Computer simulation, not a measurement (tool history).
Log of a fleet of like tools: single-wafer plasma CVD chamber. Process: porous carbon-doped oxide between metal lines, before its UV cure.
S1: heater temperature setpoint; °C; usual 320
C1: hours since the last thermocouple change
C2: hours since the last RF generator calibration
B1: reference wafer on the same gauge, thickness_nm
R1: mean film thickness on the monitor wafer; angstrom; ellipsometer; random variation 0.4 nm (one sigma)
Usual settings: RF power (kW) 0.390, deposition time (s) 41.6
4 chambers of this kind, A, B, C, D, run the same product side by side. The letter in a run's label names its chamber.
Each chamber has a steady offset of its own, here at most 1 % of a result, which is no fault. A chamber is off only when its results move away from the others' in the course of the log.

Run 1D, hour 6.7: usual settings; C1 1545.0; C2 1481.0; B1 170.93. Result: R1 1659.8 angstrom.
Run 2C, hour 12.1: usual settings; C1 1117.5; C2 719.0; B1 171.00. Result: R1 1651.8 angstrom.
Run 3A, hour 18.0: usual settings; C1 2157.5; C2 410.5; B1 170.98. Result: R1 1677.3 angstrom.
Run 4B, hour 21.4: usual settings; C1 1043.9; C2 758.7; B1 170.97. Result: R1 1679.8 angstrom.
Run 5C, hour 28.5: usual settings; C1 1133.9; C2 735.4; B1 170.89. Result: R1 1658.7 angstrom.
Run 6A, hour 35.4: usual settings but S1 326 °C, RF power (kW) 0.455; C1 2174.9; C2 427.9; B1 171.02. Result: R1 1821.5 angstrom.
Run 7B, hour 42.1: usual settings but S1 326 °C, RF power (kW) 0.455; C1 1064.6; C2 779.4; B1 171.02. Result: R1 1830.5 angstrom.
Run 8D, hour 46.1: usual settings but S1 326 °C, RF power (kW) 0.455; C1 1584.4; C2 1520.4; B1 171.03. Result: R1 1828.6 angstrom.
At hour 51.2: chamber A: thermocouple changed; heater temperature recalibrated.
Run 9D, hour 52.1: usual settings but S1 326 °C, RF power (kW) 0.455; C1 1590.4; C2 1526.4; B1 171.06. Result: R1 1822.2 angstrom.
Run 10A, hour 58.3: usual settings; C1 7.2; C2 450.8; B1 170.89. Result: R1 1667.2 angstrom.
Run 11B, hour 62.7: usual settings; C1 1085.2; C2 800.0; B1 170.99. Result: R1 1682.7 angstrom.
Run 12C, hour 69.5: usual settings; C1 1174.9; C2 776.4; B1 170.93. Result: R1 1662.5 angstrom.
Run 13D, hour 75.4: usual settings; C1 1613.7; C2 1549.7; B1 171.09. Result: R1 1657.7 angstrom.
Run 14B, hour 80.0: usual settings; C1 1102.5; C2 817.3; B1 171.00. Result: R1 1672.6 angstrom.
Run 15A, hour 85.3: usual settings; C1 34.2; C2 477.8; B1 171.01. Result: R1 1653.2 angstrom.
Run 16C, hour 91.0: usual settings; C1 1196.4; C2 797.9; B1 170.98. Result: R1 1658.4 angstrom.
Run 17B, hour 97.0: usual settings; C1 1119.5; C2 834.3; B1 171.11. Result: R1 1680.4 angstrom.
Run 18A, hour 100.4: usual settings; C1 49.3; C2 492.9; B1 171.01. Result: R1 1657.3 angstrom.
Run 19C, hour 105.8: usual settings; C1 1211.2; C2 812.7; B1 171.09. Result: R1 1660.8 angstrom.
Run 20D, hour 112.6: usual settings; C1 1650.9; C2 1586.9; B1 171.02. Result: R1 1657.9 angstrom.
Run 21D, hour 116.5: usual settings; C1 1654.8; C2 1590.8; B1 171.03. Result: R1 1657.0 angstrom.
Run 22B, hour 123.4: usual settings; C1 1145.9; C2 860.7; B1 171.07. Result: R1 1684.9 angstrom.
Run 23A, hour 130.3: usual settings; C1 79.2; C2 522.8; B1 171.12. Result: R1 1641.1 angstrom.
Run 24C, hour 135.9: usual settings; C1 1241.3; C2 842.8; B1 170.89. Result: R1 1654.5 angstrom.
At hour 139.8: chamber B: thermocouple changed; heater temperature recalibrated.
Run 25B, hour 139.8: usual settings; C1 0.1; C2 877.1; B1 171.02. Result: R1 1686.9 angstrom.
Run 26A, hour 143.2: usual settings but S1 328 °C, deposition time (s) 46.0; C1 92.1; C2 535.7; B1 170.95. Result: R1 1742.6 angstrom.
Run 27D, hour 147.9: usual settings but S1 328 °C, deposition time (s) 46.0; C1 1686.2; C2 1622.2; B1 170.88. Result: R1 1772.8 angstrom.
Run 28C, hour 154.7: usual settings but S1 328 °C, deposition time (s) 46.0; C1 1260.1; C2 861.6; B1 171.06. Result: R1 1754.2 angstrom.
Run 29B, hour 159.9: usual settings but S1 328 °C, deposition time (s) 46.0; C1 20.2; C2 897.2; B1 171.01. Result: R1 1779.2 angstrom.
Run 30C, hour 163.4: usual settings; C1 1268.8; C2 870.3; B1 171.11. Result: R1 1656.2 angstrom.
Run 31A, hour 167.1: usual settings; C1 116.0; C2 559.6; B1 171.00. Result: R1 1627.8 angstrom.
Run 32D, hour 172.3: usual settings; C1 1710.6; C2 1646.6; B1 171.02. Result: R1 1660.4 angstrom.
Run 33C, hour 177.5: usual settings; C1 1282.9; C2 884.4; B1 171.07. Result: R1 1665.7 angstrom.
Run 34B, hour 181.0: usual settings; C1 41.3; C2 918.3; B1 171.05. Result: R1 1673.9 angstrom.
Run 35D, hour 186.8: usual settings; C1 1725.1; C2 1661.1; B1 171.15. Result: R1 1665.9 angstrom.
Run 36A, hour 191.8: usual settings but RF power (kW) 0.430; C1 140.7; C2 584.3; B1 170.96. Result: R1 1749.7 angstrom.
Run 37C, hour 195.9: usual settings but RF power (kW) 0.430; C1 1301.3; C2 902.8; B1 170.96. Result: R1 1788.7 angstrom.
Run 38B, hour 200.1: usual settings but RF power (kW) 0.430; C1 60.4; C2 937.4; B1 170.95. Result: R1 1810.3 angstrom.

What goes on in this fleet: one chamber off, a drifting gauge, or nothing beyond the chambers' own small offsets? Name the chamber and the cause, if any.

Chamber A drifts away from the others.
Cause: delivered RF power below the setpoint (%) = 3.49.

Here are 4 candidates for chamber A's next run, each the usual settings with a change, their results left as question marks. Which one brings its results back in line with what the others give on the usual settings?
In line means no further than this from the other chambers' mean on the usual settings: R1 14.0 angstrom
Run 39A-1, hour 205.3: usual settings but S1 325 °C. Result: R1 ?.
Run 39A-2, hour 205.3: usual settings but RF power (kW) 0.395, deposition time (s) 42.3. Result: R1 ?.
Run 39A-3, hour 205.3: usual settings but RF power (kW) 0.380, deposition time (s) 40.4. Result: R1 ?.
Run 39A-4, hour 205.3: usual settings but S1 319 °C, RF power (kW) 0.400, deposition time (s) 42.7. Result: R1 ?.

The other chambers' mean on the usual settings: R1 1666.2 angstrom
  run      R1
39A-1  1584.0
39A-2  1667.6
39A-3  1546.1
39A-4  1708.5
39A-2 brings the chamber back in line.

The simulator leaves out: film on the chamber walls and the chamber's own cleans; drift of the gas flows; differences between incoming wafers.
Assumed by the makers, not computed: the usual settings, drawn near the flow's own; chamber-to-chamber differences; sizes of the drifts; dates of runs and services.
